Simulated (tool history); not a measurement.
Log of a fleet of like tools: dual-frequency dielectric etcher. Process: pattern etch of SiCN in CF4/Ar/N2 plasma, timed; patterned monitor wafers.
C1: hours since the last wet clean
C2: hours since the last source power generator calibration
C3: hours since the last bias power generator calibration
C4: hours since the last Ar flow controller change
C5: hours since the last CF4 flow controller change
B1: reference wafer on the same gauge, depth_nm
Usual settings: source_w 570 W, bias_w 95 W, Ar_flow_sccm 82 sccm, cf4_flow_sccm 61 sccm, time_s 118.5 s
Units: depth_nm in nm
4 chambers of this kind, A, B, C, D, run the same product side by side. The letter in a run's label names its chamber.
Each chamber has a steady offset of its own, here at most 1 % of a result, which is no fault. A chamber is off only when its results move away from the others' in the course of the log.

run 1D hour=2.5 | source_w=570 bias_w=95 Ar_flow_sccm=82 cf4_flow_sccm=61 time_s=118.5 | C1=178.5 C2=1995.7 C3=1478.2 C4=3529.3 C5=1620.2 | B1=115 | depth_nm=141.19
run 2B hour=5.4 | source_w=570 bias_w=95 Ar_flow_sccm=82 cf4_flow_sccm=61 time_s=118.5 | C1=462.2 C2=1100.8 C3=1061.7 C4=304.1 C5=3517.4 | B1=115.08 | depth_nm=139.27
run 3C hour=9.8 | source_w=570 bias_w=95 Ar_flow_sccm=82 cf4_flow_sccm=61 time_s=118.5 | C1=348.8 C2=4667.8 C3=2207.9 C4=216 C5=3337.4 | B1=115.02 | depth_nm=139.19
run 4A hour=12.2 | source_w=570 bias_w=95 Ar_flow_sccm=82 cf4_flow_sccm=61 time_s=118.5 | C1=100.3 C2=906.8 C3=1489 C4=933.4 C5=2048.9 | B1=114.99 | depth_nm=140.58
run 5D hour=16.3 | source_w=450 bias_w=95 Ar_flow_sccm=82 cf4_flow_sccm=61 time_s=118.5 | C1=192.3 C2=2009.5 C3=1492 C4=3543.1 C5=1634 | B1=114.96 | depth_nm=113.37
-- hour=19.7 chamber B: wet clean of the chamber
run 6C hour=20.1 | source_w=450 bias_w=95 Ar_flow_sccm=82 cf4_flow_sccm=61 time_s=118.5 | C1=359.1 C2=4678.1 C3=2218.2 C4=226.3 C5=3347.7 | B1=114.93 | depth_nm=113.22
run 7B hour=22.7 | source_w=450 bias_w=95 Ar_flow_sccm=82 cf4_flow_sccm=61 time_s=118.5 | C1=3.1 C2=1118.1 C3=1079 C4=321.4 C5=3534.7 | B1=114.97 | depth_nm=112.24
run 8A hour=25.2 | source_w=450 bias_w=95 Ar_flow_sccm=82 cf4_flow_sccm=61 time_s=118.5 | C1=113.3 C2=919.8 C3=1502 C4=946.4 C5=2061.9 | B1=114.91 | depth_nm=115.36
run 9C hour=29.9 | source_w=570 bias_w=95 Ar_flow_sccm=82 cf4_flow_sccm=61 time_s=118.5 | C1=368.9 C2=4687.9 C3=2228 C4=236.1 C5=3357.5 | B1=115 | depth_nm=139.09
run 10B hour=34.1 | source_w=570 bias_w=95 Ar_flow_sccm=82 cf4_flow_sccm=61 time_s=118.5 | C1=14.5 C2=1129.5 C3=1090.4 C4=332.8 C5=3546.1 | B1=115.09 | depth_nm=139.4
run 11A hour=38.4 | source_w=570 bias_w=95 Ar_flow_sccm=82 cf4_flow_sccm=61 time_s=118.5 | C1=126.5 C2=933 C3=1515.2 C4=959.6 C5=2075.1 | B1=115.01 | depth_nm=141.91
run 12D hour=40.6 | source_w=570 bias_w=95 Ar_flow_sccm=82 cf4_flow_sccm=61 time_s=118.5 | C1=216.6 C2=2033.8 C3=1516.3 C4=3567.4 C5=1658.3 | B1=114.95 | depth_nm=139.61
run 13C hour=43.7 | source_w=570 bias_w=95 Ar_flow_sccm=82 cf4_flow_sccm=61 time_s=118.5 | C1=382.7 C2=4701.7 C3=2241.8 C4=249.9 C5=3371.3 | B1=114.92 | depth_nm=138.39
run 14A hour=47 | source_w=570 bias_w=76 Ar_flow_sccm=82 cf4_flow_sccm=61 time_s=118.5 | C1=135.1 C2=941.6 C3=1523.8 C4=968.2 C5=2083.7 | B1=114.94 | depth_nm=131.51
run 15D hour=51.5 | source_w=570 bias_w=76 Ar_flow_sccm=82 cf4_flow_sccm=61 time_s=118.5 | C1=227.5 C2=2044.7 C3=1527.2 C4=3578.3 C5=1669.2 | B1=114.95 | depth_nm=130.56
run 16B hour=54.3 | source_w=570 bias_w=76 Ar_flow_sccm=82 cf4_flow_sccm=61 time_s=118.5 | C1=34.7 C2=1149.7 C3=1110.6 C4=353 C5=3566.3 | B1=115.01 | depth_nm=129.27
run 17A hour=57.4 | source_w=570 bias_w=76 Ar_flow_sccm=82 cf4_flow_sccm=61 time_s=118.5 | C1=145.5 C2=952 C3=1534.2 C4=978.6 C5=2094.1 | B1=115.14 | depth_nm=132.08
run 18C hour=60.4 | source_w=570 bias_w=95 Ar_flow_sccm=82 cf4_flow_sccm=61 time_s=118.5 | C1=399.4 C2=4718.4 C3=2258.5 C4=266.6 C5=3388 | B1=115.01 | depth_nm=138.98
-- hour=60.6 chamber C: source power generator calibrated
run 19D hour=64.1 | source_w=570 bias_w=95 Ar_flow_sccm=82 cf4_flow_sccm=61 time_s=118.5 | C1=240.1 C2=2057.3 C3=1539.8 C4=3590.9 C5=1681.8 | B1=114.94 | depth_nm=140.79
run 20B hour=67.1 | source_w=570 bias_w=95 Ar_flow_sccm=82 cf4_flow_sccm=61 time_s=118.5 | C1=47.5 C2=1162.5 C3=1123.4 C4=365.8 C5=3579.1 | B1=115.02 | depth_nm=138.38
run 21D hour=70.7 | source_w=570 bias_w=95 Ar_flow_sccm=82 cf4_flow_sccm=61 time_s=118.5 | C1=246.7 C2=2063.9 C3=1546.4 C4=3597.5 C5=1688.4 | B1=115.05 | depth_nm=140.08
run 22C hour=75.3 | source_w=570 bias_w=95 Ar_flow_sccm=82 cf4_flow_sccm=61 time_s=118.5 | C1=414.3 C2=14.8 C3=2273.4 C4=281.5 C5=3402.9 | B1=115.05 | depth_nm=138.42
run 23A hour=77.5 | source_w=630 bias_w=87 Ar_flow_sccm=82 cf4_flow_sccm=61 time_s=118.5 | C1=165.6 C2=972.1 C3=1554.3 C4=998.7 C5=2114.2 | B1=115 | depth_nm=152.46
run 24B hour=80.9 | source_w=630 bias_w=87 Ar_flow_sccm=82 cf4_flow_sccm=61 time_s=118.5 | C1=61.3 C2=1176.3 C3=1137.2 C4=379.6 C5=3592.9 | B1=115.01 | depth_nm=147.42
run 25D hour=84.3 | source_w=630 bias_w=87 Ar_flow_sccm=82 cf4_flow_sccm=61 time_s=118.5 | C1=260.3 C2=2077.5 C3=1560 C4=3611.1 C5=1702 | B1=114.97 | depth_nm=148.69
run 26A hour=88.8 | source_w=630 bias_w=87 Ar_flow_sccm=82 cf4_flow_sccm=61 time_s=118.5 | C1=176.9 C2=983.4 C3=1565.6 C4=1010 C5=2125.5 | B1=115.03 | depth_nm=153.54
run 27C hour=91.5 | source_w=570 bias_w=95 Ar_flow_sccm=82 cf4_flow_sccm=61 time_s=118.5 | C1=430.5 C2=31 C3=2289.6 C4=297.7 C5=3419.1 | B1=114.98 | depth_nm=138.61
run 28B hour=94.6 | source_w=570 bias_w=95 Ar_flow_sccm=82 cf4_flow_sccm=61 time_s=118.5 | C1=75 C2=1190 C3=1150.9 C4=393.3 C5=3606.6 | B1=115.04 | depth_nm=138.74
run 29A hour=98.3 | source_w=570 bias_w=95 Ar_flow_sccm=82 cf4_flow_sccm=61 time_s=118.5 | C1=186.4 C2=992.9 C3=1575.1 C4=1019.5 C5=2135 | B1=115 | depth_nm=144.63
run 30B hour=101.4 | source_w=570 bias_w=95 Ar_flow_sccm=82 cf4_flow_sccm=61 time_s=118.5 | C1=81.8 C2=1196.8 C3=1157.7 C4=400.1 C5=3613.4 | B1=114.85 | depth_nm=139.74
run 31D hour=103.6 | source_w=570 bias_w=95 Ar_flow_sccm=82 cf4_flow_sccm=61 time_s=118.5 | C1=279.6 C2=2096.8 C3=1579.3 C4=3630.4 C5=1721.3 | B1=115 | depth_nm=140.5
run 32C hour=106.7 | source_w=570 bias_w=95 Ar_flow_sccm=82 cf4_flow_sccm=61 time_s=118.5 | C1=445.7 C2=46.2 C3=2304.8 C4=312.9 C5=3434.3 | B1=114.9 | depth_nm=139.36
run 33B hour=111.1 | source_w=570 bias_w=95 Ar_flow_sccm=82 cf4_flow_sccm=61 time_s=118.5 | C1=91.5 C2=1206.5 C3=1167.4 C4=409.8 C5=3623.1 | B1=114.93 | depth_nm=138.47
run 34A hour=114.8 | source_w=570 bias_w=95 Ar_flow_sccm=82 cf4_flow_sccm=61 time_s=118.5 | C1=202.9 C2=1009.4 C3=1591.6 C4=1036 C5=2151.5 | B1=114.93 | depth_nm=144.39
run 35D hour=117.7 | source_w=570 bias_w=95 Ar_flow_sccm=82 cf4_flow_sccm=61 time_s=118.5 | C1=293.7 C2=2110.9 C3=1593.4 C4=3644.5 C5=1735.4 | B1=114.99 | depth_nm=140.16
run 36C hour=121.6 | source_w=570 bias_w=95 Ar_flow_sccm=82 cf4_flow_sccm=61 time_s=118.5 | C1=460.6 C2=61.1 C3=2319.7 C4=327.8 C5=3449.2 | B1=115.08 | depth_nm=138.93
run 37A hour=126.3 | source_w=570 bias_w=95 Ar_flow_sccm=82 cf4_flow_sccm=61 time_s=118.5 | C1=214.4 C2=1020.9 C3=1603.1 C4=1047.5 C5=2163 | B1=114.9 | depth_nm=144.81
run 38B hour=128.8 | source_w=570 bias_w=95 Ar_flow_sccm=82 cf4_flow_sccm=61 time_s=118.5 | C1=109.2 C2=1224.2 C3=1185.1 C4=427.5 C5=3640.8 | B1=115.08 | depth_nm=139.07
run 39D hour=132.1 | source_w=570 bias_w=95 Ar_flow_sccm=69 cf4_flow_sccm=61 time_s=118.5 | C1=308.1 C2=2125.3 C3=1607.8 C4=3658.9 C5=1749.8 | B1=114.94 | depth_nm=144.29
run 40C hour=134.4 | source_w=570 bias_w=95 Ar_flow_sccm=69 cf4_flow_sccm=61 time_s=118.5 | C1=473.4 C2=73.9 C3=2332.5 C4=340.6 C5=3462 | B1=115.03 | depth_nm=141.33

What goes on in this fleet: one chamber off, a drifting gauge, or nothing beyond the chambers' own small offsets? Name the chamber and the cause, if any.

Chamber A drifts away from the others.
Cause: source power that arrives over what is set, % = 3.89.
The log may not tell that from: etch rate over this chamber's usual, %.

Here are 4 candidates for chamber A's next run, each the usual settings with a change, their results left as question marks. Which one brings its results back in line with what the others give on the usual settings?
In line means no further than this from the other chambers' mean on the usual settings: depth_nm 2 nm
run 41A-1 hour=137.9 | source_w=580 bias_w=95 Ar_flow_sccm=82 cf4_flow_sccm=61 time_s=121.5 | depth_nm=?
run 41A-2 hour=137.9 | source_w=570 bias_w=95 Ar_flow_sccm=82 cf4_flow_sccm=61 time_s=116.5 | depth_nm=?
run 41A-3 hour=137.9 | source_w=570 bias_w=95 Ar_flow_sccm=73 cf4_flow_sccm=61 time_s=118.5 | depth_nm=?
run 41A-4 hour=137.9 | source_w=570 bias_w=95 Ar_flow_sccm=82 cf4_flow_sccm=61 time_s=113.5 | depth_nm=?

The other chambers' mean on the usual settings: depth_nm 139.43 nm
run=41A-1 depth_nm=151.56
run=41A-2 depth_nm=143.11
run=41A-3 depth_nm=147.91
run=41A-4 depth_nm=139.42
41A-4 brings the chamber back in line.
